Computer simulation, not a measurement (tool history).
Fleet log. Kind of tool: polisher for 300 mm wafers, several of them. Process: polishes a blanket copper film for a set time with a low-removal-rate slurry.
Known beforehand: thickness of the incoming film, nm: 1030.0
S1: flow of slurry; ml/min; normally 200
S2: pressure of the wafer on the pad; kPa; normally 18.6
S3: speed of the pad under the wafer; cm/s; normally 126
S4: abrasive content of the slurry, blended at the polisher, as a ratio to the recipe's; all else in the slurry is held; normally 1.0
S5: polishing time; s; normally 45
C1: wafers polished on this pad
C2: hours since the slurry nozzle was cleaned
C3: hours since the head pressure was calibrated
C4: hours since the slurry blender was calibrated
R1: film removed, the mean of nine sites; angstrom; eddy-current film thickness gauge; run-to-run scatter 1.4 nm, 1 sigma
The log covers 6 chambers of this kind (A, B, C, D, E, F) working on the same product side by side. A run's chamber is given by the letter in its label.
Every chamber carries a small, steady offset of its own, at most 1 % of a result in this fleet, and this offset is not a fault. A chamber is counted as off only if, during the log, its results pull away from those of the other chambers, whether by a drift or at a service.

run 1C hour=5.7 | S1=200 S2=18.6 S3=126 S4=1.0 S5=45 | C1=647 C2=373.4 C3=295.0 C4=35.9 | R1=1463.3
run 2D hour=12.4 | S1=200 S2=18.6 S3=126 S4=1.0 S5=45 | C1=1191 C2=148.6 C3=276.0 C4=104.3 | R1=1459.8
-- hour=12.5 chamber C: worn pad replaced by a new one
run 3A hour=20.7 | S1=200 S2=18.6 S3=126 S4=1.0 S5=45 | C1=630 C2=770.7 C3=646.8 C4=420.3 | R1=1450.0
run 4B hour=25.7 | S1=200 S2=18.6 S3=126 S4=1.0 S5=45 | C1=473 C2=177.5 C3=202.7 C4=43.4 | R1=1453.8
run 5E hour=30.0 | S1=200 S2=18.6 S3=126 S4=1.0 S5=45 | C1=512 C2=148.3 C3=909.5 C4=119.3 | R1=1438.9
-- hour=32.3 chamber D: worn pad replaced by a new one
run 6F hour=36.1 | S1=200 S2=18.6 S3=126 S4=1.0 S5=45 | C1=740 C2=37.5 C3=98.9 C4=71.7 | R1=1469.6
run 7A hour=40.1 | S1=200 S2=18.6 S3=126 S4=1.0 S5=45 | C1=868 C2=790.1 C3=666.2 C4=439.7 | R1=1438.2
run 8E hour=45.9 | S1=200 S2=18.6 S3=126 S4=1.0 S5=45 | C1=707 C2=164.2 C3=925.4 C4=135.2 | R1=1440.2
-- hour=46.1 chamber A: slurry nozzle cleaned
-- hour=46.4 chamber E: worn pad replaced by a new one
-- hour=47.2 chamber A: worn pad replaced by a new one
run 9B hour=52.5 | S1=200 S2=18.6 S3=126 S4=1.0 S5=45 | C1=802 C2=204.3 C3=229.5 C4=70.2 | R1=1470.3
run 10D hour=59.3 | S1=200 S2=18.6 S3=126 S4=1.0 S5=45 | C1=331 C2=195.5 C3=322.9 C4=151.2 | R1=1431.9
run 11C hour=63.7 | S1=200 S2=18.6 S3=126 S4=1.0 S5=45 | C1=628 C2=431.4 C3=353.0 C4=93.9 | R1=1477.4
-- hour=66.9 chamber B: worn pad replaced by a new one
run 12F hour=69.6 | S1=200 S2=18.6 S3=126 S4=1.0 S5=45 | C1=1151 C2=71.0 C3=132.4 C4=105.2 | R1=1471.2
-- hour=71.9 chamber F: worn pad replaced by a new one
-- hour=73.7 chamber C: worn pad replaced by a new one
-- hour=76.3 chamber C: slurry blender recalibrated
run 13C hour=77.5 | S1=200 S2=18.6 S3=126 S4=1.0 S5=45 | C1=46 C2=445.2 C3=366.8 C4=1.2 | R1=1466.4
run 14D hour=83.4 | S1=200 S2=18.6 S3=126 S4=1.0 S5=45 | C1=626 C2=219.6 C3=347.0 C4=175.3 | R1=1444.1
run 15A hour=89.4 | S1=200 S2=18.6 S3=126 S4=1.0 S5=45 | C1=517 C2=43.3 C3=715.5 C4=489.0 | R1=1463.2
run 16E hour=93.4 | S1=200 S2=18.6 S3=158 S4=1.2 S5=45 | C1=576 C2=211.7 C3=972.9 C4=182.7 | R1=1886.9
run 17F hour=98.2 | S1=200 S2=18.6 S3=158 S4=1.2 S5=45 | C1=322 C2=99.6 C3=161.0 C4=133.8 | R1=1900.2
-- hour=101.3 chamber A: slurry blender recalibrated
run 18B hour=104.6 | S1=200 S2=18.6 S3=158 S4=1.2 S5=45 | C1=462 C2=256.4 C3=281.6 C4=122.3 | R1=1900.9
-- hour=105.8 chamber C: head pressure recalibrated
-- hour=106.4 chamber E: worn pad replaced by a new one
run 19E hour=112.8 | S1=200 S2=18.6 S3=158 S4=1.2 S5=45 | C1=78 C2=231.1 C3=992.3 C4=202.1 | R1=1855.5
run 20F hour=119.0 | S1=200 S2=18.6 S3=158 S4=1.2 S5=45 | C1=577 C2=120.4 C3=181.8 C4=154.6 | R1=1890.9
-- hour=123.9 chamber A: worn pad replaced by a new one
run 21D hour=123.9 | S1=200 S2=18.6 S3=158 S4=1.2 S5=45 | C1=1123 C2=260.1 C3=387.5 C4=215.8 | R1=1906.0
-- hour=130.4 chamber B: head pressure recalibrated
-- hour=130.5 chamber B: worn pad replaced by a new one
run 22C hour=132.0 | S1=200 S2=18.6 S3=126 S4=1.2 S5=31 | C1=714 C2=499.7 C3=26.3 C4=55.7 | R1=1048.2
-- hour=132.5 chamber C: worn pad replaced by a new one
-- hour=137.6 chamber B: slurry blender recalibrated
run 23B hour=139.3 | S1=200 S2=18.6 S3=126 S4=1.2 S5=31 | C1=108 C2=291.1 C3=9.0 C4=1.8 | R1=1049.0
run 24A hour=147.5 | S1=200 S2=18.6 S3=126 S4=1.2 S5=31 | C1=290 C2=101.4 C3=773.6 C4=46.3 | R1=1047.0
run 25B hour=155.4 | S1=200 S2=18.6 S3=126 S4=1.2 S5=31 | C1=306 C2=307.2 C3=25.1 C4=17.9 | R1=1038.9
-- hour=157.0 chamber D: worn pad replaced by a new one
run 26F hour=160.4 | S1=200 S2=18.6 S3=126 S4=1.2 S5=31 | C1=1085 C2=161.8 C3=223.2 C4=196.0 | R1=1044.7
run 27E hour=166.6 | S1=200 S2=18.6 S3=126 S4=1.2 S5=31 | C1=738 C2=284.9 C3=1046.1 C4=255.9 | R1=1021.5
-- hour=166.7 chamber F: worn pad replaced by a new one
-- hour=166.7 chamber E: worn pad replaced by a new one
run 28D hour=173.3 | S1=200 S2=18.6 S3=126 S4=1.0 S5=45 | C1=201 C2=309.5 C3=436.9 C4=265.2 | R1=1435.2
-- hour=176.1 chamber C: slurry blender recalibrated
run 29C hour=178.6 | S1=200 S2=18.6 S3=126 S4=1.0 S5=45 | C1=566 C2=546.3 C3=72.9 C4=2.6 | R1=1456.0
run 30A hour=185.4 | S1=200 S2=18.6 S3=126 S4=1.0 S5=45 | C1=755 C2=139.3 C3=811.5 C4=84.2 | R1=1451.0
run 31B hour=193.5 | S1=200 S2=18.6 S3=126 S4=1.0 S5=45 | C1=773 C2=345.3 C3=63.2 C4=56.0 | R1=1458.6
-- hour=197.9 chamber C: worn pad replaced by a new one
-- hour=198.9 chamber E: slurry blender recalibrated
run 32F hour=200.3 | S1=200 S2=18.6 S3=126 S4=1.0 S5=45 | C1=412 C2=201.7 C3=263.1 C4=235.9 | R1=1439.1
run 33E hour=208.3 | S1=200 S2=18.6 S3=126 S4=1.0 S5=45 | C1=510 C2=326.6 C3=1087.8 C4=9.4 | R1=1386.3
run 34D hour=215.2 | S1=200 S2=18.6 S3=126 S4=1.0 S5=45 | C1=714 C2=351.4 C3=478.8 C4=307.1 | R1=1466.9
-- hour=216.3 chamber A: worn pad replaced by a new one
run 35A hour=221.8 | S1=165 S2=18.6 S3=126 S4=1.0 S5=37 | C1=68 C2=175.7 C3=847.9 C4=120.6 | R1=1157.2
run 36C hour=226.5 | S1=165 S2=18.6 S3=126 S4=1.0 S5=37 | C1=351 C2=594.2 C3=120.8 C4=50.5 | R1=1164.5
-- hour=228.2 chamber E: worn pad replaced by a new one
run 37E hour=232.1 | S1=165 S2=18.6 S3=126 S4=1.0 S5=37 | C1=48 C2=350.4 C3=1111.6 C4=33.2 | R1=1086.8
run 38F hour=237.1 | S1=165 S2=18.6 S3=126 S4=1.0 S5=37 | C1=863 C2=238.5 C3=299.9 C4=272.7 | R1=1136.4
run 39C hour=242.5 | S1=165 S2=18.6 S3=126 S4=1.0 S5=37 | C1=547 C2=610.2 C3=136.8 C4=66.5 | R1=1170.8
run 40D hour=247.5 | S1=165 S2=18.6 S3=126 S4=1.0 S5=37 | C1=1110 C2=383.7 C3=511.1 C4=339.4 | R1=1153.8
run 41A hour=253.4 | S1=200 S2=13.8 S3=126 S4=1.0 S5=45 | C1=456 C2=207.3 C3=879.5 C4=152.2 | R1=1059.2

Read the log: is a single chamber off, either drifting away or since a service, is the gauge that measures every chamber drifting, or is nothing wrong beyond small per-chamber offsets? Name any odd chamber and what most likely caused it.

Little by little, chamber E moves away from the other chambers.
What lies behind it: slurry flow missing at the pad, % = 41.1.
With only this log, it may be confused with: head's pressure below its setpoint, %.

Below are 4 candidate recipes for chamber E's next run, each the usual settings with a change, their results shown as question marks. Which of them brings E's results back in line with what the other chambers give on the usual settings?
In line here means within this much of the mean the other chambers give on the usual settings: R1 47.0 angstrom
run 42E-1 hour=259.7 | S1=200 S2=17.9 S3=126 S4=1.0 S5=43 | R1=?
run 42E-2 hour=259.7 | S1=200 S2=19.3 S3=126 S4=1.0 S5=47 | R1=?
run 42E-3 hour=259.7 | S1=230 S2=18.6 S3=126 S4=1.0 S5=45 | R1=?
run 42E-4 hour=259.7 | S1=200 S2=18.6 S3=122 S4=1.0 S5=45 | R1=?

Mean of the other chambers on the usual settings: R1 1453.5 angstrom
run=42E-1 R1=1218.5
run=42E-2 R1=1432.7
run=42E-3 R1=1362.2
run=42E-4 R1=1281.1
The right change is 42E-2: it brings the chamber back within the allowed miss of the others.

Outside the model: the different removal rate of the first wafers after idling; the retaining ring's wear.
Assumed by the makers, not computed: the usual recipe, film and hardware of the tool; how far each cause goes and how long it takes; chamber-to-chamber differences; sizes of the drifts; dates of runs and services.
